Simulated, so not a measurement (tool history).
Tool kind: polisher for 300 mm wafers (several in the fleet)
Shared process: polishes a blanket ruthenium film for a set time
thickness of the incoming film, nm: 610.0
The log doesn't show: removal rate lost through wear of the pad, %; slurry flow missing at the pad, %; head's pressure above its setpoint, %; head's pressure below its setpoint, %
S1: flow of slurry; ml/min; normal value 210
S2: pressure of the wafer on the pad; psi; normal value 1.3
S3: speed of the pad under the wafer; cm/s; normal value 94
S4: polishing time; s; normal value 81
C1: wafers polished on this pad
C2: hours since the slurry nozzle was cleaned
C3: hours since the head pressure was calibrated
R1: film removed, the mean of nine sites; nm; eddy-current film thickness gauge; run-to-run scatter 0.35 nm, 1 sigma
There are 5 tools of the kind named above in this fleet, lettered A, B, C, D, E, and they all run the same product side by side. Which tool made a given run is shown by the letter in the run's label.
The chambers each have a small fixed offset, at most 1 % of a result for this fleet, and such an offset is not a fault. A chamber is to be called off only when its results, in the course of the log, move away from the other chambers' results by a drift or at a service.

{"run": "1E", "hour": 4.4, "S1": 210, "S2": 1.3, "S3": 94, "S4": 81, "C1": 1041, "C2": 134.8, "C3": 327.4, "R1": 53.566}
{"run": "2D", "hour": 9.4, "S1": 210, "S2": 1.3, "S3": 94, "S4": 81, "C1": 446, "C2": 108.0, "C3": 187.7, "R1": 53.323}
{"run": "3B", "hour": 15.1, "S1": 210, "S2": 1.3, "S3": 94, "S4": 81, "C1": 432, "C2": 197.0, "C3": 138.2, "R1": 53.914}
{"run": "4C", "hour": 24.5, "S1": 210, "S2": 1.3, "S3": 94, "S4": 81, "C1": 325, "C2": 51.6, "C3": 778.4, "R1": 53.114}
{"hour": 26.2, "done": "chamber E: worn pad replaced by a new one"}
{"run": "5A", "hour": 31.9, "S1": 210, "S2": 1.3, "S3": 94, "S4": 81, "C1": 522, "C2": 207.3, "C3": 563.9, "R1": 52.663}
{"run": "6D", "hour": 37.6, "S1": 210, "S2": 1.3, "S3": 94, "S4": 81, "C1": 773, "C2": 136.2, "C3": 215.9, "R1": 53.179}
{"run": "7A", "hour": 44.3, "S1": 210, "S2": 1.3, "S3": 94, "S4": 81, "C1": 666, "C2": 219.7, "C3": 576.3, "R1": 53.554}
{"hour": 52.0, "done": "chamber D: worn pad replaced by a new one"}
{"run": "8B", "hour": 53.4, "S1": 210, "S2": 1.3, "S3": 94, "S4": 81, "C1": 876, "C2": 235.3, "C3": 176.5, "R1": 53.051}
{"run": "9E", "hour": 60.6, "S1": 175, "S2": 1.3, "S3": 94, "S4": 81, "C1": 399, "C2": 191.0, "C3": 383.6, "R1": 51.482}
{"run": "10C", "hour": 65.0, "S1": 175, "S2": 1.3, "S3": 94, "S4": 81, "C1": 795, "C2": 92.1, "C3": 818.9, "R1": 52.149}
{"run": "11C", "hour": 72.6, "S1": 175, "S2": 1.3, "S3": 94, "S4": 81, "C1": 883, "C2": 99.7, "C3": 826.5, "R1": 51.863}
{"hour": 77.6, "done": "chamber C: head pressure recalibrated"}
{"run": "12A", "hour": 80.9, "S1": 175, "S2": 1.3, "S3": 94, "S4": 81, "C1": 1090, "C2": 256.3, "C3": 612.9, "R1": 51.771}
{"run": "13D", "hour": 87.7, "S1": 175, "S2": 1.3, "S3": 94, "S4": 81, "C1": 414, "C2": 186.3, "C3": 266.0, "R1": 52.305}
{"hour": 90.2, "done": "chamber B: slurry nozzle cleaned"}
{"run": "14E", "hour": 94.5, "S1": 150, "S2": 1.3, "S3": 110, "S4": 81, "C1": 791, "C2": 224.9, "C3": 417.5, "R1": 59.939}
{"run": "15B", "hour": 103.5, "S1": 150, "S2": 1.3, "S3": 110, "S4": 81, "C1": 1456, "C2": 13.3, "C3": 226.6, "R1": 59.692}
{"hour": 104.6, "done": "chamber C: worn pad replaced by a new one"}
{"run": "16C", "hour": 110.2, "S1": 150, "S2": 1.3, "S3": 110, "S4": 81, "C1": 65, "C2": 137.3, "C3": 32.6, "R1": 58.877}
{"run": "17E", "hour": 116.4, "S1": 150, "S2": 1.3, "S3": 110, "S4": 81, "C1": 1045, "C2": 246.8, "C3": 439.4, "R1": 59.831}
{"hour": 118.5, "done": "chamber B: worn pad replaced by a new one"}
{"hour": 121.6, "done": "chamber E: worn pad replaced by a new one"}
{"hour": 123.4, "done": "chamber E: head pressure recalibrated"}
{"run": "18A", "hour": 124.4, "S1": 150, "S2": 1.3, "S3": 110, "S4": 81, "C1": 1595, "C2": 299.8, "C3": 656.4, "R1": 57.662}
{"hour": 128.4, "done": "chamber D: worn pad replaced by a new one"}
{"run": "19B", "hour": 129.1, "S1": 210, "S2": 1.3, "S3": 94, "S4": 81, "C1": 123, "C2": 38.9, "C3": 252.2, "R1": 53.126}
{"run": "20D", "hour": 133.6, "S1": 210, "S2": 1.3, "S3": 94, "S4": 81, "C1": 61, "C2": 232.2, "C3": 311.9, "R1": 53.409}
{"run": "21B", "hour": 140.0, "S1": 210, "S2": 1.1, "S3": 94, "S4": 81, "C1": 250, "C2": 49.8, "C3": 263.1, "R1": 44.627}
{"run": "22A", "hour": 147.1, "S1": 210, "S2": 1.1, "S3": 94, "S4": 81, "C1": 1858, "C2": 322.5, "C3": 679.1, "R1": 43.505}
{"run": "23D", "hour": 152.0, "S1": 210, "S2": 1.1, "S3": 94, "S4": 81, "C1": 274, "C2": 250.6, "C3": 330.3, "R1": 45.77}
{"run": "24E", "hour": 156.3, "S1": 210, "S2": 1.1, "S3": 94, "S4": 81, "C1": 402, "C2": 286.7, "C3": 33.0, "R1": 45.477}
{"run": "25C", "hour": 163.8, "S1": 210, "S2": 1.1, "S3": 94, "S4": 81, "C1": 687, "C2": 190.9, "C3": 86.2, "R1": 45.095}
{"run": "26E", "hour": 173.1, "S1": 210, "S2": 1.3, "S3": 118, "S4": 81, "C1": 597, "C2": 303.5, "C3": 49.8, "R1": 66.701}
{"hour": 180.0, "done": "chamber A: slurry nozzle cleaned"}
{"run": "27B", "hour": 180.5, "S1": 210, "S2": 1.3, "S3": 118, "S4": 81, "C1": 719, "C2": 90.3, "C3": 303.6, "R1": 67.181}
{"run": "28C", "hour": 189.4, "S1": 210, "S2": 1.3, "S3": 118, "S4": 81, "C1": 983, "C2": 216.5, "C3": 111.8, "R1": 65.391}
{"run": "29A", "hour": 194.9, "S1": 210, "S2": 1.3, "S3": 118, "S4": 81, "C1": 2412, "C2": 14.9, "C3": 726.9, "R1": 63.518}
{"run": "30D", "hour": 204.4, "S1": 210, "S2": 1.3, "S3": 118, "S4": 81, "C1": 881, "C2": 303.0, "C3": 382.7, "R1": 66.908}
{"run": "31E", "hour": 212.5, "S1": 210, "S2": 1.3, "S3": 114, "S4": 90, "C1": 1053, "C2": 342.9, "C3": 89.2, "R1": 72.013}
{"run": "32C", "hour": 219.0, "S1": 210, "S2": 1.3, "S3": 114, "S4": 90, "C1": 1326, "C2": 246.1, "C3": 141.4, "R1": 71.476}

The same settings go to every chamber for the next run, one line per chamber below. Forecast the results for each:
{"run": "33A", "hour": 225.9, "S1": 210, "S2": 1.3, "S3": 94, "S4": 81, "R1": "?"}
{"run": "33B", "hour": 225.9, "S1": 210, "S2": 1.3, "S3": 94, "S4": 81, "R1": "?"}
{"run": "33C", "hour": 225.9, "S1": 210, "S2": 1.3, "S3": 94, "S4": 81, "R1": "?"}
{"run": "33D", "hour": 225.9, "S1": 210, "S2": 1.3, "S3": 94, "S4": 81, "R1": "?"}
{"run": "33E", "hour": 225.9, "S1": 210, "S2": 1.3, "S3": 94, "S4": 81, "R1": "?"}

run=33A R1=49.927
run=33B R1=53.427
run=33C R1=53.326
run=33D R1=53.416
run=33E R1=53.345

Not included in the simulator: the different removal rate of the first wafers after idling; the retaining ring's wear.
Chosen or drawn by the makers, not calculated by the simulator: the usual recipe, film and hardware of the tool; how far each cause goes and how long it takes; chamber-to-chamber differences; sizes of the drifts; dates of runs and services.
